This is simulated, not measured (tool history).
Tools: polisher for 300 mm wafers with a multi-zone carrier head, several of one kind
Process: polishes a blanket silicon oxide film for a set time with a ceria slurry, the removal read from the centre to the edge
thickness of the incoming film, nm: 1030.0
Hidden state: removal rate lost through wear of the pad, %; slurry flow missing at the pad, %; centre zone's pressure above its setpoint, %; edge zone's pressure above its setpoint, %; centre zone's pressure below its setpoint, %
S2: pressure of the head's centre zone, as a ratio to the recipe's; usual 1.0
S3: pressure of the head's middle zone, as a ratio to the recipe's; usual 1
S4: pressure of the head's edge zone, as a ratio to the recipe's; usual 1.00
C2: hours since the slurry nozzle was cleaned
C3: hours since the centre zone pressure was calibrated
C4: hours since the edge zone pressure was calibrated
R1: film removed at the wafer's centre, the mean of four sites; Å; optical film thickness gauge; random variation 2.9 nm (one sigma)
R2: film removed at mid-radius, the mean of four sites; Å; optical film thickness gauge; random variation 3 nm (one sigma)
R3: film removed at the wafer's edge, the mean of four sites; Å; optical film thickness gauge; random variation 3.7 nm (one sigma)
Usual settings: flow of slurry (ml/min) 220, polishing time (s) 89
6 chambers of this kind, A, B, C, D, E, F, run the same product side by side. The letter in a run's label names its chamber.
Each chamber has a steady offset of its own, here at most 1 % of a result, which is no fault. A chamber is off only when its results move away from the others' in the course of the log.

-- hour=6.7 chamber D: slurry nozzle cleaned
-- hour=7.8 chamber F: edge zone pressure recalibrated
run 1E hour=10.1 | flow_of_slurry_(ml/min)=220 S2=1.0 S3=1 S4=1.00 polishing_time_(s)=89 | wafers_polished_on_this_pad=508 C2=128.8 C3=339.6 C4=1205.7 | R1=2912.2 R2=2901.4 R3=2947.1
-- hour=11.5 chamber B: slurry nozzle cleaned
run 2D hour=22.9 | flow_of_slurry_(ml/min)=220 S2=1.0 S3=1 S4=1.00 polishing_time_(s)=89 | wafers_polished_on_this_pad=559 C2=16.2 C3=538.4 C4=1160.9 | R1=2947.1 R2=2915.2 R3=2941.9
-- hour=25.8 chamber E: worn pad replaced by a new one
run 3C hour=32.4 | flow_of_slurry_(ml/min)=220 S2=1.0 S3=1 S4=1.00 polishing_time_(s)=89 | wafers_polished_on_this_pad=264 C2=255.4 C3=88.3 C4=553.1 | R1=2897.2 R2=2918.5 R3=2932.7
-- hour=36.4 chamber B: edge zone pressure recalibrated
run 4F hour=42.0 | flow_of_slurry_(ml/min)=220 S2=1.0 S3=1 S4=1.00 polishing_time_(s)=89 | wafers_polished_on_this_pad=838 C2=341.5 C3=165.1 C4=34.2 | R1=2875.4 R2=2895.0 R3=2864.1
run 5A hour=56.4 | flow_of_slurry_(ml/min)=220 S2=1.0 S3=1 S4=1.04 polishing_time_(s)=118 | wafers_polished_on_this_pad=736 C2=386.3 C3=200.8 C4=112.3 | R1=3833.3 R2=3832.6 R3=3956.1
-- hour=61.0 chamber F: worn pad replaced by a new one
-- hour=61.8 chamber D: worn pad replaced by a new one
-- hour=66.3 chamber E: centre zone pressure recalibrated
run 6B hour=70.7 | flow_of_slurry_(ml/min)=220 S2=1.0 S3=1 S4=1.04 polishing_time_(s)=118 | wafers_polished_on_this_pad=1140 C2=59.3 C3=296.2 C4=34.4 | R1=3803.5 R2=3882.3 R3=3970.2
-- hour=84.7 chamber F: slurry nozzle cleaned
-- hour=84.9 chamber A: worn pad replaced by a new one
run 7B hour=85.6 | flow_of_slurry_(ml/min)=220 S2=1.0 S3=1 S4=1.04 polishing_time_(s)=118 | wafers_polished_on_this_pad=1252 C2=74.2 C3=311.1 C4=49.3 | R1=3932.0 R2=3836.7 R3=3948.6
-- hour=91.1 chamber B: worn pad replaced by a new one
run 8F hour=93.6 | flow_of_slurry_(ml/min)=220 S2=1.0 S3=1 S4=1.04 polishing_time_(s)=118 | wafers_polished_on_this_pad=245 C2=9.0 C3=216.7 C4=85.8 | R1=3957.1 R2=3870.9 R3=4023.0
-- hour=107.7 chamber C: worn pad replaced by a new one
run 9D hour=108.7 | flow_of_slurry_(ml/min)=220 S2=1.0 S3=1 S4=1.04 polishing_time_(s)=118 | wafers_polished_on_this_pad=351 C2=102.0 C3=624.2 C4=1246.7 | R1=3879.9 R2=3925.9 R3=3897.4
-- hour=113.7 chamber B: centre zone pressure recalibrated
-- hour=115.9 chamber E: worn pad replaced by a new one
run 10E hour=120.3 | flow_of_slurry_(ml/min)=220 S2=1.0 S3=1 S4=1.04 polishing_time_(s)=118 | wafers_polished_on_this_pad=33 C2=239.0 C3=54.1 C4=1315.9 | R1=3894.3 R2=3913.8 R3=3869.5
run 11A hour=133.3 | flow_of_slurry_(ml/min)=220 S2=1.0 S3=1 S4=1.00 polishing_time_(s)=116 | wafers_polished_on_this_pad=363 C2=463.2 C3=277.7 C4=189.2 | R1=3791.4 R2=3816.8 R3=3820.9
run 12C hour=146.8 | flow_of_slurry_(ml/min)=220 S2=1.0 S3=1 S4=1.00 polishing_time_(s)=116 | wafers_polished_on_this_pad=293 C2=369.8 C3=202.7 C4=667.5 | R1=3788.5 R2=3839.5 R3=3784.5
run 13E hour=156.3 | flow_of_slurry_(ml/min)=220 S2=1.0 S3=1 S4=1.00 polishing_time_(s)=116 | wafers_polished_on_this_pad=303 C2=275.0 C3=90.1 C4=1351.9 | R1=3774.5 R2=3880.3 R3=3791.1
run 14B hour=167.2 | flow_of_slurry_(ml/min)=220 S2=1.0 S3=1 S4=1.00 polishing_time_(s)=116 | wafers_polished_on_this_pad=571 C2=155.8 C3=53.6 C4=130.9 | R1=3741.2 R2=3810.7 R3=3735.8
-- hour=169.7 chamber D: worn pad replaced by a new one
run 15F hour=175.9 | flow_of_slurry_(ml/min)=220 S2=1.0 S3=1 S4=1.00 polishing_time_(s)=116 | wafers_polished_on_this_pad=862 C2=91.3 C3=299.0 C4=168.1 | R1=3828.5 R2=3874.0 R3=3868.4
-- hour=185.2 chamber C: slurry nozzle cleaned
-- hour=187.4 chamber F: worn pad replaced by a new one
run 16C hour=189.2 | flow_of_slurry_(ml/min)=220 S2=1.0 S3=1 S4=1.00 polishing_time_(s)=116 | wafers_polished_on_this_pad=611 C2=4.0 C3=245.1 C4=709.9 | R1=3786.4 R2=3804.5 R3=3844.1
-- hour=201.5 chamber A: worn pad replaced by a new one
run 17A hour=203.0 | flow_of_slurry_(ml/min)=220 S2=1.0 S3=1 S4=1.00 polishing_time_(s)=89 | wafers_polished_on_this_pad=11 C2=532.9 C3=347.4 C4=258.9 | R1=2959.8 R2=2933.5 R3=2967.1
run 18D hour=217.0 | flow_of_slurry_(ml/min)=220 S2=1.0 S3=1 S4=1.00 polishing_time_(s)=117 | wafers_polished_on_this_pad=355 C2=210.3 C3=732.5 C4=1355.0 | R1=3891.2 R2=3873.3 R3=3804.7
-- hour=219.7 chamber C: worn pad replaced by a new one
-- hour=220.1 chamber E: worn pad replaced by a new one
run 19C hour=226.2 | flow_of_slurry_(ml/min)=220 S2=1.0 S3=1 S4=1.00 polishing_time_(s)=117 | wafers_polished_on_this_pad=48 C2=41.0 C3=282.1 C4=746.9 | R1=3813.2 R2=3825.2 R3=3892.4
run 20A hour=236.0 | flow_of_slurry_(ml/min)=220 S2=1.0 S3=1 S4=1.00 polishing_time_(s)=117 | wafers_polished_on_this_pad=258 C2=565.9 C3=380.4 C4=291.9 | R1=3780.4 R2=3863.2 R3=3940.8
run 21F hour=252.0 | flow_of_slurry_(ml/min)=220 S2=1.0 S3=1 S4=1.00 polishing_time_(s)=117 | wafers_polished_on_this_pad=484 C2=167.4 C3=375.1 C4=244.2 | R1=3827.8 R2=3802.2 R3=3798.7
run 22E hour=261.0 | flow_of_slurry_(ml/min)=220 S2=1.0 S3=1 S4=1.00 polishing_time_(s)=117 | wafers_polished_on_this_pad=306 C2=379.7 C3=194.8 C4=1456.6 | R1=3864.1 R2=3928.3 R3=3881.0
run 23B hour=273.8 | flow_of_slurry_(ml/min)=220 S2=1.0 S3=1 S4=1.00 polishing_time_(s)=117 | wafers_polished_on_this_pad=1370 C2=262.4 C3=160.2 C4=237.5 | R1=3788.0 R2=3858.3 R3=3806.0
-- hour=281.2 chamber D: worn pad replaced by a new one
-- hour=286.6 chamber B: worn pad replaced by a new one
run 24D hour=288.2 | flow_of_slurry_(ml/min)=220 S2=1.0 S3=1 S4=1.00 polishing_time_(s)=89 | wafers_polished_on_this_pad=52 C2=281.5 C3=803.7 C4=1426.2 | R1=2921.2 R2=2877.4 R3=2885.6
run 25D hour=298.5 | flow_of_slurry_(ml/min)=220 S2=1.0 S3=1 S4=1.00 polishing_time_(s)=89 | wafers_polished_on_this_pad=129 C2=291.8 C3=814.0 C4=1436.5 | R1=2979.9 R2=2975.8 R3=2905.9
-- hour=298.6 chamber E: worn pad replaced by a new one
-- hour=301.6 chamber D: centre zone pressure recalibrated
run 26C hour=305.8 | flow_of_slurry_(ml/min)=220 S2=1.0 S3=1 S4=1.00 polishing_time_(s)=89 | wafers_polished_on_this_pad=645 C2=120.6 C3=361.7 C4=826.5 | R1=2935.9 R2=2880.5 R3=2868.6
run 27A hour=319.4 | flow_of_slurry_(ml/min)=220 S2=1.0 S3=1 S4=1.00 polishing_time_(s)=89 | wafers_polished_on_this_pad=883 C2=649.3 C3=463.8 C4=375.3 | R1=2940.3 R2=2869.4 R3=2840.1
-- hour=320.4 chamber C: edge zone pressure recalibrated
-- hour=324.1 chamber A: worn pad replaced by a new one
run 28F hour=332.8 | flow_of_slurry_(ml/min)=220 S2=1.0 S3=1 S4=1.00 polishing_time_(s)=89 | wafers_polished_on_this_pad=1090 C2=248.2 C3=455.9 C4=325.0 | R1=2894.4 R2=2957.0 R3=2928.5
-- hour=335.1 chamber C: worn pad replaced by a new one
-- hour=336.6 chamber F: worn pad replaced by a new one
-- hour=339.7 chamber B: slurry nozzle cleaned
run 29B hour=344.7 | flow_of_slurry_(ml/min)=220 S2=1.0 S3=1 S4=1.00 polishing_time_(s)=89 | wafers_polished_on_this_pad=436 C2=5.0 C3=231.1 C4=308.4 | R1=2917.6 R2=2913.6 R3=2982.4
run 30E hour=352.5 | flow_of_slurry_(ml/min)=220 S2=1.0 S3=1 S4=1.00 polishing_time_(s)=89 | wafers_polished_on_this_pad=404 C2=471.2 C3=286.3 C4=1548.1 | R1=2969.0 R2=2945.7 R3=2909.3
run 31D hour=360.3 | flow_of_slurry_(ml/min)=220 S2=1.0 S3=1 S4=1.00 polishing_time_(s)=89 | wafers_polished_on_this_pad=593 C2=353.6 C3=58.7 C4=1498.3 | R1=2953.5 R2=2919.2 R3=2917.2
-- hour=372.9 chamber A: centre zone pressure recalibrated
run 32E hour=375.9 | flow_of_slurry_(ml/min)=220 S2=1.0 S3=1 S4=1.00 polishing_time_(s)=89 | wafers_polished_on_this_pad=579 C2=494.6 C3=309.7 C4=1571.5 | R1=2938.3 R2=2954.6 R3=2864.8
run 33F hour=386.5 | flow_of_slurry_(ml/min)=220 S2=1.0 S3=1 S4=1.00 polishing_time_(s)=89 | wafers_polished_on_this_pad=374 C2=301.9 C3=509.6 C4=378.7 | R1=2892.0 R2=2943.2 R3=2840.9
run 34A hour=399.4 | flow_of_slurry_(ml/min)=220 S2=1.0 S3=1 S4=1.00 polishing_time_(s)=89 | wafers_polished_on_this_pad=565 C2=729.3 C3=26.5 C4=455.3 | R1=2928.3 R2=2946.3 R3=2947.8
run 35B hour=409.4 | flow_of_slurry_(ml/min)=220 S2=1.0 S3=1 S4=1.00 polishing_time_(s)=89 | wafers_polished_on_this_pad=921 C2=69.7 C3=295.8 C4=373.1 | R1=2881.9 R2=2937.6 R3=2839.1
-- hour=421.3 chamber F: slurry nozzle cleaned
run 36C hour=422.6 | flow_of_slurry_(ml/min)=290 S2=1.1 S3=1 S4=1.00 polishing_time_(s)=89 | wafers_polished_on_this_pad=656 C2=237.4 C3=478.5 C4=102.2 | R1=3342.1 R2=3022.8 R3=2921.2
run 37F hour=434.6 | flow_of_slurry_(ml/min)=290 S2=1.1 S3=1 S4=1.00 polishing_time_(s)=89 | wafers_polished_on_this_pad=734 C2=13.3 C3=557.7 C4=426.8 | R1=3365.1 R2=3089.7 R3=3019.1
run 38A hour=442.7 | flow_of_slurry_(ml/min)=290 S2=1.1 S3=1 S4=1.00 polishing_time_(s)=89 | wafers_polished_on_this_pad=889 C2=772.6 C3=69.8 C4=498.6 | R1=3327.8 R2=3019.1 R3=3012.3
-- hour=445.5 chamber B: centre zone pressure recalibrated
run 39B hour=455.2 | flow_of_slurry_(ml/min)=290 S2=1.1 S3=1 S4=1.00 polishing_time_(s)=89 | wafers_polished_on_this_pad=1264 C2=115.5 C3=9.8 C4=418.9 | R1=3412.8 R2=3008.8 R3=2984.6

What goes on in this fleet: one chamber off, a drifting gauge, or nothing beyond the chambers' own small offsets? Name the chamber and the cause, if any.

No chamber stands off beyond its own small offset, and the gauge holds steady.
